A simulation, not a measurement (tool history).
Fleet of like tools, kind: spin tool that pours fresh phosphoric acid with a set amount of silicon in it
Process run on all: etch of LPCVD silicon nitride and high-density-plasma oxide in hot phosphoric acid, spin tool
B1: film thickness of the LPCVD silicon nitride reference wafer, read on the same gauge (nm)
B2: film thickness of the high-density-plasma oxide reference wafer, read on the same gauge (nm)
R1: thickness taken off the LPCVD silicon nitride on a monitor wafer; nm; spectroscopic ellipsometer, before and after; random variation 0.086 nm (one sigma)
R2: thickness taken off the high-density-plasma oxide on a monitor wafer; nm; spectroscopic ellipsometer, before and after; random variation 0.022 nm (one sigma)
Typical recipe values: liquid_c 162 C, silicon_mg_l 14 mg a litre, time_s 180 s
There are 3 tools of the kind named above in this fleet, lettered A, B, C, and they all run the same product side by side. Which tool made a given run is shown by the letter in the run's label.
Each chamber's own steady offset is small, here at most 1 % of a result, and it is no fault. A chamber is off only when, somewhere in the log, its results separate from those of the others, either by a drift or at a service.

{"run": "1C", "hour": 5.2, "liquid_c": 162, "silicon_mg_l": 14, "time_s": 180, "B1": 99.985, "B2": 130.02, "R1": 18.92, "R2": 1.0111}
{"run": "2B", "hour": 10.4, "liquid_c": 162, "silicon_mg_l": 14, "time_s": 180, "B1": 100.02, "B2": 130.06, "R1": 18.93, "R2": 1.0653}
{"run": "3A", "hour": 16.3, "liquid_c": 162, "silicon_mg_l": 14, "time_s": 180, "B1": 100.02, "B2": 130, "R1": 18.931, "R2": 1.092}
{"run": "4A", "hour": 22.8, "liquid_c": 162, "silicon_mg_l": 14, "time_s": 180, "B1": 99.999, "B2": 129.95, "R1": 18.993, "R2": 1.025}
{"run": "5B", "hour": 26.3, "liquid_c": 162, "silicon_mg_l": 14, "time_s": 180, "B1": 100.01, "B2": 130, "R1": 18.728, "R2": 1.0508}
{"run": "6C", "hour": 29.7, "liquid_c": 162, "silicon_mg_l": 14, "time_s": 180, "B1": 100, "B2": 129.99, "R1": 19.046, "R2": 1.0667}
{"run": "7C", "hour": 36.4, "liquid_c": 162, "silicon_mg_l": 14, "time_s": 180, "B1": 99.987, "B2": 130, "R1": 18.997, "R2": 1.0467}
{"run": "8A", "hour": 43.5, "liquid_c": 162, "silicon_mg_l": 14, "time_s": 180, "B1": 99.997, "B2": 129.98, "R1": 18.867, "R2": 1.0713}
{"run": "9B", "hour": 49.2, "liquid_c": 162, "silicon_mg_l": 14, "time_s": 180, "B1": 100.02, "B2": 130.01, "R1": 18.867, "R2": 1.0464}
{"run": "10C", "hour": 53.1, "liquid_c": 162, "silicon_mg_l": 14, "time_s": 180, "B1": 99.975, "B2": 129.92, "R1": 19.089, "R2": 1.0292}
{"run": "11A", "hour": 59.8, "liquid_c": 162, "silicon_mg_l": 14, "time_s": 180, "B1": 100.02, "B2": 130, "R1": 19.115, "R2": 1.0371}
{"run": "12B", "hour": 63.7, "liquid_c": 162, "silicon_mg_l": 14, "time_s": 180, "B1": 99.978, "B2": 129.99, "R1": 18.894, "R2": 1.0319}
{"run": "13B", "hour": 67.2, "liquid_c": 162, "silicon_mg_l": 14, "time_s": 180, "B1": 99.985, "B2": 130.02, "R1": 19.067, "R2": 1.0385}
{"run": "14A", "hour": 71.6, "liquid_c": 162, "silicon_mg_l": 14, "time_s": 180, "B1": 99.999, "B2": 129.98, "R1": 18.929, "R2": 1.0202}
{"run": "15C", "hour": 77.1, "liquid_c": 162, "silicon_mg_l": 9.5, "time_s": 180, "B1": 100.02, "B2": 130.05, "R1": 19.219, "R2": 1.1405}
{"run": "16C", "hour": 84.7, "liquid_c": 162, "silicon_mg_l": 9.5, "time_s": 180, "B1": 99.987, "B2": 130, "R1": 19.299, "R2": 1.2148}
{"run": "17B", "hour": 88.4, "liquid_c": 162, "silicon_mg_l": 9.5, "time_s": 180, "B1": 99.983, "B2": 129.98, "R1": 18.814, "R2": 1.1907}
{"run": "18A", "hour": 92.8, "liquid_c": 162, "silicon_mg_l": 14, "time_s": 180, "B1": 99.982, "B2": 129.97, "R1": 19.178, "R2": 1.0477}
{"run": "19A", "hour": 97.7, "liquid_c": 162, "silicon_mg_l": 19, "time_s": 90, "B1": 100.02, "B2": 130.02, "R1": 9.52, "R2": 0.45527}
{"run": "20B", "hour": 102.9, "liquid_c": 162, "silicon_mg_l": 19, "time_s": 90, "B1": 99.992, "B2": 129.95, "R1": 9.3671, "R2": 0.44108}
{"run": "21C", "hour": 108.5, "liquid_c": 162, "silicon_mg_l": 19, "time_s": 90, "B1": 100.01, "B2": 130.02, "R1": 9.7492, "R2": 0.50671}
{"run": "22C", "hour": 113.5, "liquid_c": 162, "silicon_mg_l": 14, "time_s": 180, "B1": 99.997, "B2": 130.02, "R1": 19.43, "R2": 1.0905}
{"run": "23B", "hour": 119.6, "liquid_c": 162, "silicon_mg_l": 14, "time_s": 180, "B1": 100.03, "B2": 130, "R1": 18.882, "R2": 1.0261}
{"run": "24A", "hour": 123.9, "liquid_c": 162, "silicon_mg_l": 14, "time_s": 180, "B1": 99.994, "B2": 130, "R1": 19.046, "R2": 0.9991}
{"run": "25A", "hour": 130.6, "liquid_c": 162, "silicon_mg_l": 14, "time_s": 180, "B1": 100.01, "B2": 130.02, "R1": 18.926, "R2": 1.0349}

Has any chamber moved away from the others, gradually or after a service, or does the common gauge drift, or do the chambers differ only by their own small steady offsets? State the chamber and the most likely cause if one applies.

Chamber C drifts away from the others.
Most likely cause: liquid hotter than its thermometer reads (K) = 1.24.

Chamber C could run next with any of the 4 candidate recipes listed below; each alters the usual settings, and their results appear as question marks. Which one brings its results back in line with what the other chambers deliver on the usual settings?
A result is in line if it is within this distance of the other chambers' mean on the usual settings: R1 0.3 nm; R2 0.077 nm
{"run": "26C-1", "hour": 136.1, "liquid_c": 162.5, "silicon_mg_l": 11, "time_s": 190, "R1": "?", "R2": "?"}
{"run": "26C-2", "hour": 136.1, "liquid_c": 161.5, "silicon_mg_l": 16, "time_s": 175, "R1": "?", "R2": "?"}
{"run": "26C-3", "hour": 136.1, "liquid_c": 162.5, "silicon_mg_l": 12, "time_s": 185, "R1": "?", "R2": "?"}
{"run": "26C-4", "hour": 136.1, "liquid_c": 161.5, "silicon_mg_l": 17, "time_s": 170, "R1": "?", "R2": "?"}

The mean the other chambers reach with the usual settings: R1 18.978 nm; R2 1.0384 nm
run=26C-1 R1=21.287 R2=1.3494
run=26C-2 R1=18.962 R2=1.0233
run=26C-3 R1=20.727 R2=1.284
run=26C-4 R1=18.421 R2=0.9686
26C-2 brings the chamber back in line.

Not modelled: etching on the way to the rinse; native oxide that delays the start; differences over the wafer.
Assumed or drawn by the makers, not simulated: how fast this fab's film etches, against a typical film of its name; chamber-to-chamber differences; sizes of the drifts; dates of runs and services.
